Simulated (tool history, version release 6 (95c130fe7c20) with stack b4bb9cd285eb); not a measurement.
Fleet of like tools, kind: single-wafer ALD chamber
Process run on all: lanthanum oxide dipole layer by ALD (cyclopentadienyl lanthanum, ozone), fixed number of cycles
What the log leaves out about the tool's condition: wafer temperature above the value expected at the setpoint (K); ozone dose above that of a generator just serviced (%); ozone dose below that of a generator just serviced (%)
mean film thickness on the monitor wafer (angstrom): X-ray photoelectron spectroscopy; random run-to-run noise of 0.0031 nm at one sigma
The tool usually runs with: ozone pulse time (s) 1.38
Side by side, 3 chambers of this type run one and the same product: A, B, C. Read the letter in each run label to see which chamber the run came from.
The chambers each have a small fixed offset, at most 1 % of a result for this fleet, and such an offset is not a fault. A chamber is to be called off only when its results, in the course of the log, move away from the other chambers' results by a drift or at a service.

run   hour  ozone pulse time (s)  hours since the last thermocouple change  hours since the last ozone generator service  read-back reference wafer on the same gauge, thickness_nm  mean film thickness on the monitor wafer (angstrom)
 1C    7.1                  1.38                                    1842.4                                         620.2                                                    0.63447                                               5.4287
 2A   14.2                  1.38                                    1150.4                                         523.2                                                    0.63417                                               5.4055
 3B   19.3                  1.38                                     746.3                                         691.9                                                    0.63473                                               5.3958
 4C   26.7                  1.38                                    1862.0                                         639.8                                                    0.63319                                               5.3613
 5B   33.5                  1.38                                     760.5                                         706.1                                                    0.63370                                               5.3903
 6A   37.6                  1.38                                    1173.8                                         546.6                                                    0.63395                                               5.3476
 7C   41.3                  1.38                                    1876.6                                         654.4                                                    0.63461                                               5.3118
      45.1  -- chamber A: thermocouple changed; heater temperature recalibrated
 8B   47.7                  1.38                                     774.7                                         720.3                                                    0.63331                                               5.3984
 9A   51.4                  1.38                                       6.4                                         560.4                                                    0.63392                                               5.3637
10A   58.5                  1.38                                      13.5                                         567.5                                                    0.63454                                               5.4062
11B   62.0                  1.38                                     789.0                                         734.6                                                    0.63362                                               5.3726
12C   66.0                  1.38                                    1901.3                                         679.1                                                    0.63314                                               5.2663
13A   70.9                  1.61                                      25.9                                         579.9                                                    0.63393                                               5.5028
14C   78.6                  1.61                                    1913.9                                         691.7                                                    0.63349                                               5.3915
15B   83.5                  1.61                                     810.5                                         756.1                                                    0.63422                                               5.5659
16B   88.9                  1.38                                     815.9                                         761.5                                                    0.63437                                               5.3185
17A   92.8                  1.38                                      47.8                                         601.8                                                    0.63400                                               5.3757
18C   99.9                  1.38                                    1935.2                                         713.0                                                    0.63374                                               5.2008
19B  104.7                  1.38                                     831.7                                         777.3                                                    0.63421                                               5.4048
20C  111.4                  1.38                                    1946.7                                         724.5                                                    0.63358                                               5.2153
21A  117.4                  1.89                                      72.4                                         626.4                                                    0.63379                                               5.6125
22C  123.1                  1.89                                    1958.4                                         736.2                                                    0.63483                                               5.4731
23B  129.0                  1.89                                     856.0                                         801.6                                                    0.63531                                               5.6237
24A  132.9                  1.38                                      87.9                                         641.9                                                    0.63400                                               5.3715
25C  136.6                  1.38                                    1971.9                                         749.7                                                    0.63449                                               5.1765
26A  143.4                  1.20                                      98.4                                         652.4                                                    0.63540                                               5.2134
27B  150.6                  1.20                                     877.6                                         823.2                                                    0.63401                                               5.2749
28B  154.5                  1.20                                     881.5                                         827.1                                                    0.63325                                               5.1803
29C  160.7                  1.55                                    1996.0                                         773.8                                                    0.63419                                               5.2510
30A  167.3                  1.55                                     122.3                                         676.3                                                    0.63394                                               5.4175
31C  174.2                  1.55                                    2009.5                                         787.3                                                    0.63485                                               5.2244
32B  179.8                  1.77                                     906.8                                         852.4                                                    0.63445                                               5.6178
33A  184.5                  1.77                                     139.5                                         693.5                                                    0.63460                                               5.5185

Is one chamber off against the others, does the gauge drift, or is nothing wrong? If a chamber is off, say which, and what the likeliest cause is.

It is chamber C that slowly wanders off from its peers.
What lies behind it: ozone dose below that of a generator just serviced (%) = 26.6.

Here are 4 candidates for chamber C's next run, each the usual settings with a change, their results left as question marks. Which one brings its results back in line with what the others give on the usual settings?
Allowed miss from the other chambers' usual-settings mean, per result, to count as in line: mean film thickness on the monitor wafer (angstrom) 0.1100
34C-1  190.2                  1.22                                                                                                                                                                                                       ?
34C-2  190.2                  1.10                                                                                                                                                                                                       ?
34C-3  190.2                  1.83                                                                                                                                                                                                       ?
34C-4  190.2                  1.54                                                                                                                                                                                                       ?

The mean the other chambers reach with the usual settings: mean film thickness on the monitor wafer (angstrom) 5.3807
  run  mean film thickness on the monitor wafer (angstrom)
34C-1                                               4.7742
34C-2                                               4.5880
34C-3                                               5.3446
34C-4                                               5.1359
34C-3 puts the chamber back in line with the other chambers.

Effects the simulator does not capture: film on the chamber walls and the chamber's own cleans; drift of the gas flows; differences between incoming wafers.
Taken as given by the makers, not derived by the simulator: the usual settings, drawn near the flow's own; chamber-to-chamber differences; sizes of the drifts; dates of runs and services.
